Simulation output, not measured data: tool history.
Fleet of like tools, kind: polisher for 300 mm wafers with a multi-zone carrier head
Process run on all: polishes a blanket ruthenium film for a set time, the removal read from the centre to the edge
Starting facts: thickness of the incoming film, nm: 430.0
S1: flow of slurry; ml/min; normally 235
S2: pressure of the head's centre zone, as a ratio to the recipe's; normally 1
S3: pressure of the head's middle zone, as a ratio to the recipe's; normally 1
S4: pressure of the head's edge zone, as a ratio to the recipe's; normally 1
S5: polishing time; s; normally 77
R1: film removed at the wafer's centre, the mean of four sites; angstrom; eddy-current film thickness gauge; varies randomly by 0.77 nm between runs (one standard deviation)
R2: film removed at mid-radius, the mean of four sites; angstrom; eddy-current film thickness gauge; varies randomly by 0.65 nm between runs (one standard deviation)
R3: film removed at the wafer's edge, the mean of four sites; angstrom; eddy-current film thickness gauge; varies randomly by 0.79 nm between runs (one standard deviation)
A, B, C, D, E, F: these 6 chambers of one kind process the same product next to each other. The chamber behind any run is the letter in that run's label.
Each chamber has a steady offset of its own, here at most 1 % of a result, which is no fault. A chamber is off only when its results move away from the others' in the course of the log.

{"run": "1E", "day": 0.246, "S1": 235, "S2": 1, "S3": 1, "S4": 1, "S5": 77, "R1": 881.38, "R2": 873.63, "R3": 870.89}
{"run": "2A", "day": 0.554, "S1": 235, "S2": 1, "S3": 1, "S4": 1, "S5": 77, "R1": 890.35, "R2": 861.93, "R3": 890.74}
{"run": "3B", "day": 0.75, "S1": 235, "S2": 1, "S3": 1, "S4": 1, "S5": 77, "R1": 873.73, "R2": 877.29, "R3": 868.72}
{"day": 0.946, "done": "chamber F: slurry nozzle cleaned"}
{"day": 1.008, "done": "chamber C: worn pad replaced by a new one"}
{"run": "4C", "day": 1.021, "S1": 235, "S2": 1, "S3": 1, "S4": 1, "S5": 77, "R1": 868.61, "R2": 886.49, "R3": 877.12}
{"run": "5F", "day": 1.25, "S1": 235, "S2": 1, "S3": 1, "S4": 1, "S5": 77, "R1": 876, "R2": 866.67, "R3": 844.92}
{"run": "6D", "day": 1.517, "S1": 235, "S2": 1, "S3": 1, "S4": 1, "S5": 77, "R1": 871.37, "R2": 883.04, "R3": 858.7}
{"run": "7E", "day": 1.762, "S1": 235, "S2": 1, "S3": 1, "S4": 1, "S5": 77, "R1": 872.76, "R2": 881.58, "R3": 863.29}
{"run": "8D", "day": 2.083, "S1": 235, "S2": 1, "S3": 1, "S4": 1, "S5": 77, "R1": 855.85, "R2": 862.88, "R3": 854.75}
{"run": "9F", "day": 2.4, "S1": 235, "S2": 1, "S3": 1, "S4": 1, "S5": 77, "R1": 865.91, "R2": 868.09, "R3": 860.79}
{"day": 2.608, "done": "chamber B: centre zone pressure recalibrated"}
{"run": "10C", "day": 2.729, "S1": 235, "S2": 1, "S3": 1, "S4": 1, "S5": 77, "R1": 869.29, "R2": 879.85, "R3": 857.92}
{"day": 2.771, "done": "chamber D: slurry nozzle cleaned"}
{"run": "11B", "day": 3.046, "S1": 235, "S2": 1, "S3": 1, "S4": 1, "S5": 77, "R1": 878.01, "R2": 884.29, "R3": 879.82}
{"day": 3.212, "done": "chamber A: slurry nozzle cleaned"}
{"day": 3.233, "done": "chamber F: worn pad replaced by a new one"}
{"day": 3.258, "done": "chamber E: edge zone pressure recalibrated"}
{"day": 3.367, "done": "chamber D: centre zone pressure recalibrated"}
{"run": "12A", "day": 3.375, "S1": 235, "S2": 1, "S3": 1, "S4": 1, "S5": 77, "R1": 883.63, "R2": 863.99, "R3": 879.92}
{"run": "13A", "day": 3.7, "S1": 235, "S2": 1, "S3": 1, "S4": 0.96, "S5": 77, "R1": 871.98, "R2": 858.42, "R3": 864.57}
{"day": 3.862, "done": "chamber E: worn pad replaced by a new one"}
{"day": 3.938, "done": "chamber A: worn pad replaced by a new one"}
{"run": "14D", "day": 3.988, "S1": 235, "S2": 1, "S3": 1, "S4": 0.96, "S5": 77, "R1": 871.04, "R2": 864.67, "R3": 847.41}
{"run": "15E", "day": 4.179, "S1": 235, "S2": 1, "S3": 1, "S4": 0.96, "S5": 77, "R1": 875.16, "R2": 878.33, "R3": 860.72}
{"day": 4.329, "done": "chamber B: worn pad replaced by a new one"}
{"day": 4.333, "done": "chamber D: worn pad replaced by a new one"}
{"run": "16B", "day": 4.421, "S1": 235, "S2": 1, "S3": 1, "S4": 0.96, "S5": 77, "R1": 855.66, "R2": 882.55, "R3": 850.98}
{"run": "17C", "day": 4.658, "S1": 235, "S2": 1, "S3": 1, "S4": 0.96, "S5": 77, "R1": 858.64, "R2": 859.32, "R3": 846.15}
{"run": "18F", "day": 4.996, "S1": 235, "S2": 1, "S3": 1, "S4": 0.96, "S5": 77, "R1": 897.04, "R2": 875.79, "R3": 843.65}
{"run": "19A", "day": 5.2, "S1": 235, "S2": 1, "S3": 1, "S4": 1, "S5": 77, "R1": 865.87, "R2": 875.34, "R3": 883.49}
{"day": 5.392, "done": "chamber C: worn pad replaced by a new one"}
{"run": "20F", "day": 5.5, "S1": 235, "S2": 1, "S3": 1, "S4": 1, "S5": 77, "R1": 903.84, "R2": 889.72, "R3": 865.43}
{"run": "21C", "day": 5.808, "S1": 235, "S2": 1, "S3": 1, "S4": 1, "S5": 77, "R1": 864.74, "R2": 869.6, "R3": 855.27}
{"run": "22E", "day": 6.092, "S1": 235, "S2": 1, "S3": 1, "S4": 1, "S5": 77, "R1": 877.03, "R2": 872.63, "R3": 871.2}
{"run": "23D", "day": 6.462, "S1": 235, "S2": 1, "S3": 1, "S4": 1, "S5": 77, "R1": 850.03, "R2": 863.78, "R3": 880.67}
{"run": "24B", "day": 6.708, "S1": 235, "S2": 1, "S3": 1, "S4": 1, "S5": 77, "R1": 872.14, "R2": 880.28, "R3": 878.8}
{"run": "25D", "day": 7.058, "S1": 235, "S2": 1, "S3": 1, "S4": 1, "S5": 77, "R1": 874.19, "R2": 863.42, "R3": 878.84}
{"run": "26A", "day": 7.388, "S1": 235, "S2": 1, "S3": 1, "S4": 1, "S5": 77, "R1": 870.59, "R2": 868.82, "R3": 870.87}
{"run": "27F", "day": 7.554, "S1": 235, "S2": 1, "S3": 1, "S4": 1, "S5": 77, "R1": 927.42, "R2": 873.07, "R3": 866.1}
{"run": "28C", "day": 7.879, "S1": 235, "S2": 0.9, "S3": 1.09, "S4": 1, "S5": 77, "R1": 770.97, "R2": 956.36, "R3": 876.27}
{"day": 8.017, "done": "chamber D: worn pad replaced by a new one"}
{"run": "29E", "day": 8.142, "S1": 235, "S2": 0.9, "S3": 1.09, "S4": 1, "S5": 77, "R1": 778.64, "R2": 941.64, "R3": 886.54}
{"run": "30B", "day": 8.492, "S1": 235, "S2": 0.9, "S3": 1.09, "S4": 1, "S5": 77, "R1": 779.93, "R2": 952.14, "R3": 880.72}
{"day": 8.583, "done": "chamber E: slurry nozzle cleaned"}
{"run": "31F", "day": 8.758, "S1": 235, "S2": 0.9, "S3": 1.09, "S4": 1, "S5": 77, "R1": 844.73, "R2": 945.68, "R3": 880.6}
{"day": 8.975, "done": "chamber C: worn pad replaced by a new one"}
{"run": "32B", "day": 9.029, "S1": 235, "S2": 0.9, "S3": 1.09, "S4": 1, "S5": 77, "R1": 794.77, "R2": 955.44, "R3": 865.73}
{"run": "33A", "day": 9.396, "S1": 235, "S2": 0.9, "S3": 1.09, "S4": 1, "S5": 77, "R1": 777.35, "R2": 937.12, "R3": 866.2}
{"run": "34D", "day": 9.612, "S1": 235, "S2": 1, "S3": 1, "S4": 1, "S5": 77, "R1": 859.87, "R2": 858.63, "R3": 866.89}
{"day": 9.729, "done": "chamber C: slurry nozzle cleaned"}
{"run": "35C", "day": 9.792, "S1": 235, "S2": 1, "S3": 1, "S4": 1, "S5": 77, "R1": 861.63, "R2": 879.26, "R3": 860.86}
{"run": "36E", "day": 10.046, "S1": 235, "S2": 1, "S3": 1, "S4": 1, "S5": 77, "R1": 887.67, "R2": 865.67, "R3": 885.55}
{"run": "37E", "day": 10.217, "S1": 235, "S2": 1, "S3": 1, "S4": 1, "S5": 77, "R1": 862.44, "R2": 864.03, "R3": 882.11}
{"run": "38C", "day": 10.517, "S1": 235, "S2": 1, "S3": 1, "S4": 1, "S5": 77, "R1": 875.36, "R2": 871.9, "R3": 869}

All chambers now run identical settings, listed one chamber a line with results as question marks. What results will each chamber show?
{"run": "39A", "day": 10.788, "S1": 285, "S2": 1, "S3": 1, "S4": 1, "S5": 77, "R1": "?", "R2": "?", "R3": "?"}
{"run": "39B", "day": 10.788, "S1": 285, "S2": 1, "S3": 1, "S4": 1, "S5": 77, "R1": "?", "R2": "?", "R3": "?"}
{"run": "39C", "day": 10.788, "S1": 285, "S2": 1, "S3": 1, "S4": 1, "S5": 77, "R1": "?", "R2": "?", "R3": "?"}
{"run": "39D", "day": 10.788, "S1": 285, "S2": 1, "S3": 1, "S4": 1, "S5": 77, "R1": "?", "R2": "?", "R3": "?"}
{"run": "39E", "day": 10.788, "S1": 285, "S2": 1, "S3": 1, "S4": 1, "S5": 77, "R1": "?", "R2": "?", "R3": "?"}
{"run": "39F", "day": 10.788, "S1": 285, "S2": 1, "S3": 1, "S4": 1, "S5": 77, "R1": "?", "R2": "?", "R3": "?"}

run=39A R1=897.66 R2=899.05 R3=890.36
run=39B R1=893.5 R2=904.54 R3=878.82
run=39C R1=896.41 R2=889.48 R3=881.21
run=39D R1=893.5 R2=901.08 R3=893.97
run=39E R1=905.89 R2=884.95 R3=892.3
run=39F R1=992.9 R2=888.54 R3=877.93
